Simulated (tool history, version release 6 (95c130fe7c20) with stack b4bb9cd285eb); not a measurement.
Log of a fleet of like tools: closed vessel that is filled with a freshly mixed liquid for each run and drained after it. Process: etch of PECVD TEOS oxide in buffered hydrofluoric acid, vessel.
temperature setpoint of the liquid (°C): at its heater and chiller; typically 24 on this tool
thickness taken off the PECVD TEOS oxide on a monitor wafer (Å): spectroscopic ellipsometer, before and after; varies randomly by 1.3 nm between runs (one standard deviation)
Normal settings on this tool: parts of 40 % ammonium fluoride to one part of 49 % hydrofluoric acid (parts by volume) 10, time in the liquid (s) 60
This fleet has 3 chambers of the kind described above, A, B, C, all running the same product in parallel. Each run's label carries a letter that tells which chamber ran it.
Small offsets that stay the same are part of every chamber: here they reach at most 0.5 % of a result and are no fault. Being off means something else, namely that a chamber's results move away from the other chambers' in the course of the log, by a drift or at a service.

run    day  temperature setpoint of the liquid (°C)  parts of 40 % ammonium fluoride to one part of 49 % hydrofluoric acid (parts by volume)  time in the liquid (s)  read-back film thickness of the PECVD TEOS oxide reference wafer, read on the same gauge (nm)  thickness taken off the PECVD TEOS oxide on a monitor wafer (Å)
 1A  0.217                                       24                                                                                       10                      60                                                                                         119.99                                                           1305.1
 2B  0.404                                       24                                                                                       10                      60                                                                                         119.98                                                           1307.1
 3C  0.708                                       24                                                                                       10                      60                                                                                         120.01                                                           1285.8
 4C  0.975                                       24                                                                                       10                      60                                                                                         119.99                                                           1309.4
 5B  1.296                                       24                                                                                       10                      60                                                                                         120.01                                                           1314.1
 6A  1.542                                       24                                                                                       10                      60                                                                                            120                                                           1311.4
 7A  1.712                                       24                                                                                       10                      60                                                                                         119.99                                                           1311.6
 8B  1.996                                       24                                                                                       10                      60                                                                                            120                                                           1306.4
 9C  2.246                                       24                                                                                       10                      60                                                                                         119.98                                                           1259.5
10C  2.562                                       24                                                                                       10                      60                                                                                         119.99                                                           1295.4
11B    2.8                                       24                                                                                       10                      60                                                                                            120                                                           1297.9
12A  3.021                                       24                                                                                       10                      60                                                                                         120.02                                                           1289.1
13A  3.188                                       24                                                                                       10                      60                                                                                         120.01                                                           1318.6
14B  3.392                                       21                                                                                       12                      60                                                                                            120                                                           920.85
15C  3.642                                       21                                                                                       12                      60                                                                                            120                                                            871.4
16B  3.946                                       21                                                                                       12                      60                                                                                         120.01                                                           940.03
17C  4.138                                       24                                                                                       10                      60                                                                                         120.01                                                           1219.8
18A  4.321                                       24                                                                                       10                      60                                                                                         119.98                                                           1329.7
19A  4.633                                       24                                                                                       10                      60                                                                                         119.99                                                           1289.6
20C   4.85                                       20                                                                                       10                      60                                                                                         119.99                                                           945.48
     5.125  -- chamber B: hydrofluoric acid flow meter replaced
21B  5.142                                       20                                                                                       10                      60                                                                                            120                                                           1044.4

All 3 chambers run these settings next. Forecast each chamber's results:
22A  5.375                                       24                                                                                       10                      60                                                                                                                                                               ?
22B  5.375                                       24                                                                                       10                      60                                                                                                                                                               ?
22C  5.375                                       24                                                                                       10                      60                                                                                                                                                               ?

run  thickness taken off the PECVD TEOS oxide on a monitor wafer (Å)
22A                                                           1323.6
22B                                                             1306
22C                                                           1175.3
